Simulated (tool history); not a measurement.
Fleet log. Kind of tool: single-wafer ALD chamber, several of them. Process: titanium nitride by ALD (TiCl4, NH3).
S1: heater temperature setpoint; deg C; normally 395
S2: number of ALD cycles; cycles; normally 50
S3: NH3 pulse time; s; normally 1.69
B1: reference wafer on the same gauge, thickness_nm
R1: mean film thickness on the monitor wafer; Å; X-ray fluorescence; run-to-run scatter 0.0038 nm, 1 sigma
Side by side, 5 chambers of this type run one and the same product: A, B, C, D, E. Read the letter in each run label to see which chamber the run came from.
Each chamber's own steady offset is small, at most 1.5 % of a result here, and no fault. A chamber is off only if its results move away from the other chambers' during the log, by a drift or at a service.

| run | hour | S1 | S2 | S3 | B1 | R1 |
|---|---|---|---|---|---|---|
| 1E | 8.5 | 395 | 50 | 1.69 | 1.1796 | 10.941 |
| 2A | 14.8 | 395 | 50 | 1.69 | 1.1789 | 11.015 |
| 3D | 23.3 | 395 | 50 | 1.69 | 1.1795 | 10.817 |
| 4C | 27.5 | 395 | 50 | 1.69 | 1.1797 | 10.870 |
| 5B | 34.9 | 395 | 50 | 1.69 | 1.1801 | 10.985 |
| 6D | 41.9 | 395 | 50 | 1.69 | 1.1797 | 10.864 |
| 7E | 46.8 | 395 | 54 | 1.04 | 1.1799 | 11.457 |
| 8C | 55.2 | 395 | 54 | 1.04 | 1.1790 | 11.384 |
| 9A | 63.1 | 395 | 54 | 1.04 | 1.1802 | 11.552 |
| 10B | 68.3 | 395 | 54 | 1.04 | 1.1799 | 11.594 |
| 11B | 75.6 | 395 | 54 | 1.04 | 1.1806 | 11.621 |
|  | 84.0 | chamber C: thermocouple changed; heater temperature recalibrated |
| 12A | 84.1 | 395 | 50 | 1.69 | 1.1800 | 10.993 |
| 13C | 89.2 | 395 | 50 | 1.69 | 1.1798 | 10.781 |
| 14D | 96.8 | 395 | 50 | 1.69 | 1.1798 | 10.866 |
| 15E | 101.3 | 395 | 50 | 2.30 | 1.1801 | 11.172 |
|  | 102.9 | chamber E: thermocouple changed; heater temperature recalibrated |
| 16D | 108.1 | 395 | 50 | 2.30 | 1.1801 | 10.986 |
| 17E | 113.7 | 395 | 50 | 2.30 | 1.1813 | 11.107 |
| 18C | 120.6 | 395 | 50 | 2.30 | 1.1798 | 10.981 |
| 19A | 128.0 | 395 | 50 | 2.30 | 1.1795 | 11.140 |
| 20B | 136.8 | 395 | 50 | 1.69 | 1.1802 | 11.003 |
| 21B | 145.1 | 407 | 55 | 1.69 | 1.1799 | 12.230 |
| 22D | 150.1 | 407 | 55 | 1.69 | 1.1806 | 12.037 |
| 23E | 154.6 | 407 | 55 | 1.69 | 1.1807 | 12.204 |
| 24A | 161.4 | 407 | 55 | 1.69 | 1.1793 | 12.200 |
| 25C | 168.8 | 407 | 55 | 1.69 | 1.1801 | 12.095 |
| 26D | 175.2 | 395 | 50 | 1.69 | 1.1788 | 10.790 |
| 27E | 183.6 | 395 | 50 | 1.69 | 1.1798 | 10.907 |
| 28B | 190.7 | 395 | 50 | 1.69 | 1.1801 | 11.091 |
| 29A | 199.6 | 395 | 50 | 1.69 | 1.1805 | 10.947 |
| 30C | 205.2 | 395 | 50 | 1.69 | 1.1806 | 10.820 |
| 31D | 213.0 | 395 | 50 | 1.69 | 1.1797 | 10.882 |
| 32E | 219.4 | 395 | 50 | 1.69 | 1.1788 | 10.983 |
| 33A | 227.5 | 395 | 50 | 1.69 | 1.1798 | 10.991 |
| 34B | 234.5 | 395 | 50 | 1.69 | 1.1804 | 11.083 |
| 35C | 239.1 | 388 | 47 | 1.69 | 1.1795 | 10.148 |
| 36A | 244.2 | 388 | 47 | 1.69 | 1.1799 | 10.256 |
| 37E | 249.8 | 388 | 47 | 1.69 | 1.1801 | 10.162 |
| 38C | 258.2 | 388 | 47 | 1.69 | 1.1794 | 10.092 |
| 39D | 266.5 | 388 | 47 | 1.69 | 1.1811 | 10.044 |
| 40B | 271.5 | 395 | 50 | 2.22 | 1.1799 | 11.151 |
| 41E | 280.1 | 395 | 50 | 2.22 | 1.1802 | 11.001 |
| 42A | 287.5 | 395 | 50 | 2.22 | 1.1803 | 11.189 |
| 43D | 294.3 | 395 | 50 | 2.22 | 1.1802 | 10.920 |
| 44B | 303.1 | 395 | 50 | 2.22 | 1.1806 | 11.266 |

Each of the 5 chambers runs these same settings next. Fill in every chamber's results:
| 45A | 309.5 | 401 | 50 | 1.69 |  | ? |
| 45B | 309.5 | 401 | 50 | 1.69 |  | ? |
| 45C | 309.5 | 401 | 50 | 1.69 |  | ? |
| 45D | 309.5 | 401 | 50 | 1.69 |  | ? |
| 45E | 309.5 | 401 | 50 | 1.69 |  | ? |

| run | R1 |
|---|---|
| 45A | 11.061 |
| 45B | 11.079 |
| 45C | 10.908 |
| 45D | 10.833 |
| 45E | 10.933 |
